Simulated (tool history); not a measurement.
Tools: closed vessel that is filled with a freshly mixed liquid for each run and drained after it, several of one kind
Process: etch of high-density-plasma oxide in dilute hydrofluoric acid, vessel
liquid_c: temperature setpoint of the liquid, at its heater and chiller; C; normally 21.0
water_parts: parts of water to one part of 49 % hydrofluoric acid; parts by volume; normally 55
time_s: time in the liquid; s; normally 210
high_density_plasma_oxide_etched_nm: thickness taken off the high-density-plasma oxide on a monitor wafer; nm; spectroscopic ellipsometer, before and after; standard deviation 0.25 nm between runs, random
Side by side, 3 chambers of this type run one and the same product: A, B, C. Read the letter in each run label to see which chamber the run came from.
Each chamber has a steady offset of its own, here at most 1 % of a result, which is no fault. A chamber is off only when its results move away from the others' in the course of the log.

run   hour  liquid_c  water_parts  time_s  hours since the thermometer was replaced  hours since the hydrofluoric acid flow meter was replaced  read-back film thickness of the high-density-plasma oxide reference wafer, read on the same gauge (nm)  high_density_plasma_oxide_etched_nm
 1B    3.9      21.0           55     210                                      52.0                                                     1127.2                                                                                                  150.01                               32.985
 2A    8.3      21.0           55     210                                     401.2                                                      365.2                                                                                                  149.99                               33.407
 3C   11.4      21.0           55     210                                     745.4                                                      626.6                                                                                                  150.00                               33.142
 4A   14.1      21.0           55     210                                     407.0                                                      371.0                                                                                                  150.00                               33.692
 5B   17.8      21.0           55     210                                      65.9                                                     1141.1                                                                                                  150.01                               33.845
 6C   21.7      21.0           55     210                                     755.7                                                      636.9                                                                                                  150.00                               33.574
 7A   24.9      25.5           55     210                                     417.8                                                      381.8                                                                                                  150.04                               40.023
 8B   28.7      25.5           55     210                                      76.8                                                     1152.0                                                                                                  149.98                               40.557
 9C   32.6      25.5           55     210                                     766.6                                                      647.8                                                                                                  150.02                               40.506
10A   36.3      21.0           55     210                                     429.2                                                      393.2                                                                                                  150.02                               33.632
11C   41.0      21.0           55     210                                     775.0                                                      656.2                                                                                                  149.99                               33.181
12B   44.9      21.0           55     210                                      93.0                                                     1168.2                                                                                                  150.03                               33.743
13C   48.9      21.0           55     210                                     782.9                                                      664.1                                                                                                  150.00                               33.246
14B   51.2      21.0           55     210                                      99.3                                                     1174.5                                                                                                  150.00                               33.500
      53.4  -- chamber A: hydrofluoric acid flow meter replaced
15A   55.9      21.0           55     210                                     448.8                                                        2.6                                                                                                  149.98                               33.601
16A   59.5      21.0           55     210                                     452.4                                                        6.2                                                                                                  149.99                               33.331
17B   62.0      21.0           55     210                                     110.1                                                     1185.3                                                                                                  150.01                               33.610
18C   64.6      21.0           55     210                                     798.6                                                      679.8                                                                                                  150.02                               32.681
19A   67.7      21.0           55     210                                     460.6                                                       14.4                                                                                                  150.02                               33.799
20C   71.8      21.0           55     210                                     805.8                                                      687.0                                                                                                  149.99                               32.166
21B   74.3      21.0           55     210                                     122.4                                                     1197.6                                                                                                  150.00                               33.506
22A   76.7      21.0           55     210                                     469.6                                                       23.4                                                                                                  149.99                               33.786
23C   81.4      21.0           55     210                                     815.4                                                      696.6                                                                                                  150.02                               32.459
24B   84.6      21.0           55     210                                     132.7                                                     1207.9                                                                                                  150.01                               33.646
25C   88.0      25.0           55     210                                     822.0                                                      703.2                                                                                                  150.01                               38.004
26A   91.2      25.0           55     210                                     484.1                                                       37.9                                                                                                  150.03                               39.764
27B   95.0      25.0           55     210                                     143.1                                                     1218.3                                                                                                  149.99                               39.269
28C   99.6      21.0           55     210                                     833.6                                                      714.8                                                                                                  149.99                               31.636
29A  103.7      21.0           55     210                                     496.6                                                       50.4                                                                                                  150.01                               33.659
30B  108.2      21.0           55     210                                     156.3                                                     1231.5                                                                                                  149.98                               33.190
31C  112.1      21.0           45      95                                     846.1                                                      727.3                                                                                                  150.00                               17.559
32B  114.9      21.0           45      95                                     163.0                                                     1238.2                                                                                                  150.01                               18.568

Which is it: a chamber that has drifted or been left off by a service, a gauge drift common to all chambers, or only each chamber's usual small offset? If a chamber is off, name it and its likeliest cause.

One chamber, C, drifts off from the rest bit by bit.
Likeliest cause: liquid colder than its thermometer reads (K) = 1.85.
It could be hard to tell apart here from: hydrofluoric acid flow below the setpoint (%).

Chamber C could run next with any of the 4 candidate recipes listed below; each alters the usual settings, and their results appear as question marks. Which one brings its results back in line with what the other chambers deliver on the usual settings?
Maximum distance from the other chambers' mean on the usual settings for a result to count as in line: high_density_plasma_oxide_etched_nm 0.880 nm
33C-1  118.3      21.0           55     195                                                                                                                                                                                                                                                 ?
33C-2  118.3      24.0           55     210                                                                                                                                                                                                                                                 ?
33C-3  118.3      21.0           55     225                                                                                                                                                                                                                                                 ?
33C-4  118.3      21.0           55     185                                                                                                                                                                                                                                                 ?

On the usual settings, the other chambers give on average: high_density_plasma_oxide_etched_nm 33.518 nm
  run  high_density_plasma_oxide_etched_nm
33C-1                               28.780
33C-2                               35.241
33C-3                               33.208
33C-4                               27.304
Change 33C-3 lands the chamber within the allowed miss of the other chambers.
